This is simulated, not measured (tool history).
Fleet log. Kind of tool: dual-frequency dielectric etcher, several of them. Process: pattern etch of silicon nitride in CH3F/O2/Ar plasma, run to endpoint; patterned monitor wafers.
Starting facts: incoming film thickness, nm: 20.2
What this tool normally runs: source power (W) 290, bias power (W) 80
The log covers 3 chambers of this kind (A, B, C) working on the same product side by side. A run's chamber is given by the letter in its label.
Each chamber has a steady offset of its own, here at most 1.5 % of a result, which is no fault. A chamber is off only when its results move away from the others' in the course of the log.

run,hour,source power (W),bias power (W),hours since the last wet clean,hours since the last source power generator calibration,hours since the last bias power generator calibration,endpoint time (s)
1A,9.3,290,80,70.9,2427.4,60.8,32.258
2C,17.0,290,80,462.1,2439.4,380.9,31.617
3B,24.4,290,80,339.2,2028.5,751.4,31.852
4C,30.5,290,80,475.6,2452.9,394.4,31.653
5A,37.5,290,80,99.1,2455.6,89.0,32.197
# hour 40.7: chamber B: source power generator calibrated
6B,43.9,290,80,358.7,3.2,770.9,31.591
7A,50.6,290,80,112.2,2468.7,102.1,32.667
8B,61.6,290,80,376.4,20.9,788.6,31.587
9C,68.8,290,80,513.9,2491.2,432.7,31.631
10B,76.2,290,80,391.0,35.5,803.2,31.896
11A,84.7,240,80,146.3,2502.8,136.2,34.309
12C,92.1,240,80,537.2,2514.5,456.0,33.925
# hour 97.3: chamber C: wet clean of the chamber
13A,102.2,240,80,163.8,2520.3,153.7,34.376
14B,109.0,290,80,423.8,68.3,836.0,31.506
15C,116.9,290,80,19.6,2539.3,480.8,30.958
16C,125.5,290,80,28.2,2547.9,489.4,30.377
17A,134.5,290,80,196.1,2552.6,186.0,32.353
18B,139.3,290,92,454.1,98.6,866.3,29.888
19C,146.7,290,92,49.4,2569.1,510.6,29.096
20B,153.4,290,92,468.2,112.7,880.4,30.138
21A,160.8,290,96,222.4,2578.9,212.3,30.185
22B,168.9,290,96,483.7,128.2,895.9,29.711
23A,178.5,290,96,240.1,2596.6,230.0,30.149
24C,185.4,290,80,88.1,2607.8,549.3,30.606
25C,191.3,290,80,94.0,2613.7,555.2,30.567
26B,199.0,290,80,513.8,158.3,926.0,31.547
27A,204.9,290,80,266.5,2623.0,256.4,32.341
# hour 209.3: chamber B: wet clean of the chamber
28C,215.1,290,96,117.8,2637.5,579.0,28.656
29B,221.7,290,96,12.4,181.0,948.7,29.682
30A,231.6,290,96,293.2,2649.7,283.1,29.813
31C,239.2,290,80,141.9,2661.6,603.1,30.695
32A,245.5,290,80,307.1,2663.6,297.0,32.001

Is one chamber off against the others, does the gauge drift, or is nothing wrong? If a chamber is off, say which, and what the likeliest cause is.

Chamber C has stood off from the others ever since a service on it.
Most likely cause: etch rate over this chamber's usual, % = 3.56.

Here are 4 candidates for chamber C's next run, each the usual settings with a change, their results left as question marks. Which one brings its results back in line with what the others give on the usual settings?
Maximum distance from the other chambers' mean on the usual settings for a result to count as in line: endpoint time (s) 0.630
33C-1,253.4,270,75,,,,?
33C-2,253.4,320,89,,,,?
33C-3,253.4,260,71,,,,?
33C-4,253.4,320,80,,,,?

Other chambers, usual settings, mean: endpoint time (s) 31.971
run,endpoint time (s)
33C-1,32.178
33C-2,28.371
33C-3,33.287
33C-4,29.497
Change 33C-1 lands the chamber within the allowed miss of the other chambers.
